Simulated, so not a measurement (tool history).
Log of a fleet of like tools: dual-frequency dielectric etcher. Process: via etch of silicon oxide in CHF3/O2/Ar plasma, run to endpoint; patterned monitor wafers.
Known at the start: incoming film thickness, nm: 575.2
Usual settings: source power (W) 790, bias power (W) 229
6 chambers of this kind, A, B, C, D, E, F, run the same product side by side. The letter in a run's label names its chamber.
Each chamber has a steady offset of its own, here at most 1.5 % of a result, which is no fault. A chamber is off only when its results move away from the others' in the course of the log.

| run | hour | source power (W) | bias power (W) | hours since the last wet clean | hours since the last source power generator calibration | hours since the last bias power generator calibration | endpoint time (s) |
|---|---|---|---|---|---|---|---|
| 1D | 8.9 | 790 | 229 | 243.7 | 1286.5 | 834.8 | 238.43 |
| 2B | 16.7 | 790 | 229 | 249.9 | 3611.9 | 614.5 | 242.44 |
| 3C | 29.2 | 790 | 229 | 35.2 | 571.8 | 2958.9 | 242.61 |
| 4A | 35.6 | 790 | 229 | 291.1 | 1430.6 | 940.3 | 241.73 |
| 5E | 42.1 | 700 | 180 | 69.8 | 270.5 | 2312.4 | 272.75 |
| 6F | 53.8 | 700 | 180 | 404.7 | 1048.9 | 1099.2 | 275.61 |
| 7A | 61.7 | 700 | 180 | 317.2 | 1456.7 | 966.4 | 273.44 |
| 8E | 70.9 | 700 | 180 | 98.6 | 299.3 | 2341.2 | 274.58 |
| 9D | 79.5 | 700 | 180 | 314.3 | 1357.1 | 905.4 | 271.92 |
| 10F | 89.1 | 700 | 180 | 440.0 | 1084.2 | 1134.5 | 275.96 |
| 11C | 98.2 | 790 | 229 | 104.2 | 640.8 | 3027.9 | 242.55 |
|  | 99.8 | chamber B: source power generator calibrated |
| 12B | 108.7 | 790 | 229 | 341.9 | 9.0 | 706.5 | 240.96 |
| 13E | 120.2 | 790 | 229 | 147.9 | 348.6 | 2390.5 | 239.93 |
|  | 127.4 | chamber E: bias power generator calibrated |
| 14F | 129.3 | 790 | 229 | 480.2 | 1124.4 | 1174.7 | 243.30 |
| 15D | 139.2 | 790 | 229 | 374.0 | 1416.8 | 965.1 | 238.72 |
| 16C | 147.5 | 790 | 229 | 153.5 | 690.1 | 3077.2 | 242.01 |
| 17B | 160.2 | 790 | 229 | 393.4 | 60.5 | 758.0 | 242.47 |
| 18A | 168.1 | 790 | 229 | 423.6 | 1563.1 | 1072.8 | 240.26 |
| 19A | 174.2 | 790 | 229 | 429.7 | 1569.2 | 1078.9 | 239.82 |
| 20C | 183.7 | 790 | 229 | 189.7 | 726.3 | 3113.4 | 241.41 |
| 21E | 194.9 | 790 | 229 | 222.6 | 423.3 | 67.6 | 239.82 |
|  | 196.7 | chamber D: wet clean of the chamber |
| 22D | 208.2 | 790 | 229 | 11.5 | 1485.8 | 1034.1 | 239.23 |
|  | 219.6 | chamber A: wet clean of the chamber |
| 23B | 220.6 | 790 | 229 | 453.8 | 120.9 | 818.4 | 239.65 |
| 24F | 228.6 | 790 | 229 | 579.5 | 1223.7 | 1274.0 | 243.17 |
| 25C | 235.7 | 790 | 229 | 241.7 | 778.3 | 3165.4 | 241.26 |
| 26D | 247.0 | 790 | 229 | 50.3 | 1524.6 | 1072.9 | 239.45 |
| 27B | 253.4 | 790 | 229 | 486.6 | 153.7 | 851.2 | 241.16 |
| 28E | 263.5 | 790 | 229 | 291.2 | 491.9 | 136.2 | 240.69 |
| 29A | 269.7 | 790 | 229 | 50.1 | 1664.7 | 1174.4 | 240.45 |
| 30F | 282.7 | 900 | 268 | 633.6 | 1277.8 | 1328.1 | 219.74 |
| 31A | 292.4 | 900 | 268 | 72.8 | 1687.4 | 1197.1 | 216.59 |
| 32E | 300.8 | 900 | 268 | 328.5 | 529.2 | 173.5 | 217.10 |
|  | 308.7 | chamber F: wet clean of the chamber |
| 33C | 314.2 | 900 | 268 | 320.2 | 856.8 | 3243.9 | 219.78 |
| 34F | 321.7 | 900 | 268 | 13.1 | 1316.8 | 1367.1 | 221.72 |
|  | 323.3 | chamber C: wet clean of the chamber |
| 35D | 328.8 | 900 | 268 | 132.1 | 1606.4 | 1154.7 | 213.47 |
| 36B | 341.7 | 610 | 229 | 574.9 | 242.0 | 939.5 | 266.36 |
| 37D | 354.8 | 610 | 229 | 158.1 | 1632.4 | 1180.7 | 262.71 |
| 38A | 360.7 | 610 | 229 | 141.1 | 1755.7 | 1265.4 | 266.11 |
| 39E | 369.0 | 610 | 229 | 396.7 | 597.4 | 241.7 | 267.31 |
| 40B | 377.9 | 610 | 229 | 611.1 | 278.2 | 975.7 | 264.79 |
| 41C | 383.7 | 610 | 229 | 60.5 | 926.3 | 3313.4 | 266.57 |
| 42F | 390.7 | 790 | 229 | 82.1 | 1385.8 | 1436.1 | 244.25 |
| 43B | 398.9 | 790 | 229 | 632.1 | 299.2 | 996.7 | 240.58 |
| 44C | 405.5 | 790 | 229 | 82.3 | 948.1 | 3335.2 | 242.16 |

What goes on in this fleet: one chamber off, a drifting gauge, or nothing beyond the chambers' own small offsets? Name the chamber and the cause, if any.

No chamber stands off beyond its own small offset, and the gauge holds steady.

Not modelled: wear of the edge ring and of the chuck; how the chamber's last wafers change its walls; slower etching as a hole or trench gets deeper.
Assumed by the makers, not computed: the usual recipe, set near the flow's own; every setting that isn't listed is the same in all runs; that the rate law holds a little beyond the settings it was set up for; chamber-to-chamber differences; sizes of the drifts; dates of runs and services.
